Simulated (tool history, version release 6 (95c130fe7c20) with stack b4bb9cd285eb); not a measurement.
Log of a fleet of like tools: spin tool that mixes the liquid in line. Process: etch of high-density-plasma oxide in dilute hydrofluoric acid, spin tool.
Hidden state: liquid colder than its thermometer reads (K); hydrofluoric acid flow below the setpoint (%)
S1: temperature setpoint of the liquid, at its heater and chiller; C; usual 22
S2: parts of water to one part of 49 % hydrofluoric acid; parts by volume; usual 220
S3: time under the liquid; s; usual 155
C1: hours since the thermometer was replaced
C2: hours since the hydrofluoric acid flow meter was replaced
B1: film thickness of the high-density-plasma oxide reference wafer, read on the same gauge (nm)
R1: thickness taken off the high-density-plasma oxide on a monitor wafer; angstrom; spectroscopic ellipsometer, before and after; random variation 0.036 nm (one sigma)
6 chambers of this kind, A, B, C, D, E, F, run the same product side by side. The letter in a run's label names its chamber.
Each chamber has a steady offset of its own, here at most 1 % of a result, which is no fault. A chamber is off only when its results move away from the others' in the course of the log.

Run 1B, day 0.462: usual settings; C1 625.5; C2 586; B1 39.998. Result: R1 42.379 angstrom.
Run 2E, day 0.85: usual settings; C1 1718.1; C2 446.2; B1 40.051. Result: R1 41.114 angstrom.
Run 3D, day 1.267: usual settings; C1 109.9; C2 259; B1 40.038. Result: R1 41.609 angstrom.
Run 4A, day 1.621: usual settings; C1 2009.1; C2 1133.8; B1 39.982. Result: R1 41.313 angstrom.
Run 5F, day 1.879: usual settings; C1 110.9; C2 942.6; B1 40.014. Result: R1 40.95 angstrom.
Run 6C, day 2.3: usual settings; C1 602.6; C2 127.3; B1 39.977. Result: R1 41.08 angstrom.
Run 7F, day 2.688: usual settings; C1 130.3; C2 962; B1 40.031. Result: R1 41.469 angstrom.
Run 8D, day 3.158: usual settings; C1 155.3; C2 304.4; B1 39.953. Result: R1 42.05 angstrom.
Run 9E, day 3.429: usual settings but S1 19 C, S3 200 s; C1 1780; C2 508.1; B1 39.964. Result: R1 46.826 angstrom.
Run 10C, day 3.788: usual settings but S1 19 C, S3 200 s; C1 638.3; C2 163; B1 39.988. Result: R1 47.567 angstrom.
Run 11A, day 4.042: usual settings but S1 19 C, S3 200 s; C1 2067.2; C2 1191.9; B1 40.011. Result: R1 47.952 angstrom.
At day 4.15: chamber E: thermometer replaced.
Run 12B, day 4.525: usual settings but S1 19 C, S3 200 s; C1 723; C2 683.5; B1 40.011. Result: R1 47.765 angstrom.
Run 13B, day 4.788: usual settings but S1 19 C, S3 200 s; C1 729.3; C2 689.8; B1 39.954. Result: R1 49.02 angstrom.
Run 14D, day 5.017: usual settings but S1 19 C, S3 200 s; C1 199.9; C2 349; B1 39.954. Result: R1 48.163 angstrom.
Run 15F, day 5.338: usual settings but S2 165 parts by volume; C1 193.9; C2 1025.6; B1 40.012. Result: R1 58.126 angstrom.
Run 16C, day 5.654: usual settings but S2 165 parts by volume; C1 683.1; C2 207.8; B1 40.006. Result: R1 57.711 angstrom.
Run 17A, day 6.012: usual settings but S2 165 parts by volume; C1 2114.5; C2 1239.2; B1 39.957. Result: R1 57.824 angstrom.
Run 18E, day 6.408: usual settings but S2 165 parts by volume; C1 54.2; C2 579.6; B1 40.018. Result: R1 57.722 angstrom.
Run 19D, day 6.883: usual settings but S2 165 parts by volume; C1 244.7; C2 393.8; B1 40.037. Result: R1 59.499 angstrom.
Run 20A, day 7.15: usual settings but S2 165 parts by volume; C1 2141.8; C2 1266.5; B1 39.965. Result: R1 57.299 angstrom.
Run 21C, day 7.554: usual settings; C1 728.7; C2 253.4; B1 40.032. Result: R1 40.783 angstrom.
Run 22B, day 7.979: usual settings; C1 805.9; C2 766.4; B1 40.021. Result: R1 41.866 angstrom.
Run 23F, day 8.271: usual settings; C1 264.3; C2 1096; B1 39.99. Result: R1 40.888 angstrom.
Run 24E, day 8.538: usual settings; C1 105.3; C2 630.7; B1 40.007. Result: R1 40.32 angstrom.
Run 25B, day 8.892: usual settings; C1 827.8; C2 788.3; B1 39.981. Result: R1 41.758 angstrom.
Run 26F, day 9.275: usual settings; C1 288.4; C2 1120.1; B1 40.03. Result: R1 41.354 angstrom.
Run 27E, day 9.7: usual settings; C1 133.2; C2 658.6; B1 40.029. Result: R1 40.935 angstrom.
Run 28A, day 9.946: usual settings; C1 2208.9; C2 1333.6; B1 39.979. Result: R1 41.309 angstrom.
At day 10.171: chamber E: hydrofluoric acid flow meter replaced.
Run 29C, day 10.179: usual settings; C1 791.7; C2 316.4; B1 40.014. Result: R1 40.488 angstrom.
At day 10.408: chamber B: thermometer replaced.
Run 30D, day 10.442: usual settings; C1 330.1; C2 479.2; B1 39.981. Result: R1 41.985 angstrom.
Run 31C, day 10.804: usual settings; C1 806.7; C2 331.4; B1 39.981. Result: R1 39.775 angstrom.
Run 32E, day 11.275: usual settings but S3 190 s; C1 171; C2 26.6; B1 39.995. Result: R1 50.157 angstrom.
Run 33A, day 11.588: usual settings but S3 190 s; C1 2248.3; C2 1373; B1 40.036. Result: R1 50.994 angstrom.
At day 12.046: chamber A: thermometer replaced.
Run 34D, day 12.05: usual settings but S3 190 s; C1 368.7; C2 517.8; B1 40.021. Result: R1 50.79 angstrom.
Run 35B, day 12.283: usual settings but S3 190 s; C1 45.1; C2 869.7; B1 40.049. Result: R1 51.112 angstrom.
Run 36F, day 12.6: usual settings but S3 190 s; C1 368.2; C2 1199.9; B1 40.005. Result: R1 49.533 angstrom.
Run 37D, day 12.875: usual settings but S3 190 s; C1 388.5; C2 537.6; B1 40.008. Result: R1 50.687 angstrom.
Run 38F, day 13.304: usual settings; C1 385.1; C2 1216.8; B1 39.983. Result: R1 40.626 angstrom.
Run 39A, day 13.542: usual settings; C1 35.9; C2 1419.9; B1 40.004. Result: R1 41.824 angstrom.
Run 40B, day 13.946: usual settings; C1 85; C2 909.6; B1 40.013. Result: R1 42.549 angstrom.
Run 41C, day 14.396: usual settings; C1 892.9; C2 417.6; B1 40.017. Result: R1 38.956 angstrom.
Run 42E, day 14.8: usual settings; C1 255.6; C2 111.2; B1 40.019. Result: R1 41.374 angstrom.
Run 43F, day 15.158: usual settings; C1 429.6; C2 1261.3; B1 39.977. Result: R1 40.769 angstrom.
Run 44D, day 15.571: usual settings; C1 453.2; C2 602.3; B1 39.973. Result: R1 42.241 angstrom.

Is one chamber off against the others, does the gauge drift, or is nothing wrong? If a chamber is off, say which, and what the likeliest cause is.

Chamber C drifts away from the others.
Cause: liquid colder than its thermometer reads (K) = 1.33.
The log may not tell that from: hydrofluoric acid flow below the setpoint (%).

Here are 4 candidates for chamber C's next run, each the usual settings with a change, their results left as question marks. Which one brings its results back in line with what the others give on the usual settings?
In line means no further than this from the other chambers' mean on the usual settings: R1 1.2 angstrom
Run 45C-1, day 15.921: usual settings but S3 145 s. Result: R1 ?.
Run 45C-2, day 15.921: usual settings but S2 200 parts by volume. Result: R1 ?.
Run 45C-3, day 15.921: usual settings but S3 140 s. Result: R1 ?.
Run 45C-4, day 15.921: usual settings but S2 210 parts by volume. Result: R1 ?.

The other chambers' mean on the usual settings: R1 41.466 angstrom
  run      R1
45C-1  36.459
45C-2  43.758
45C-3  35.202
45C-4  41.247
45C-4 brings the chamber back in line.
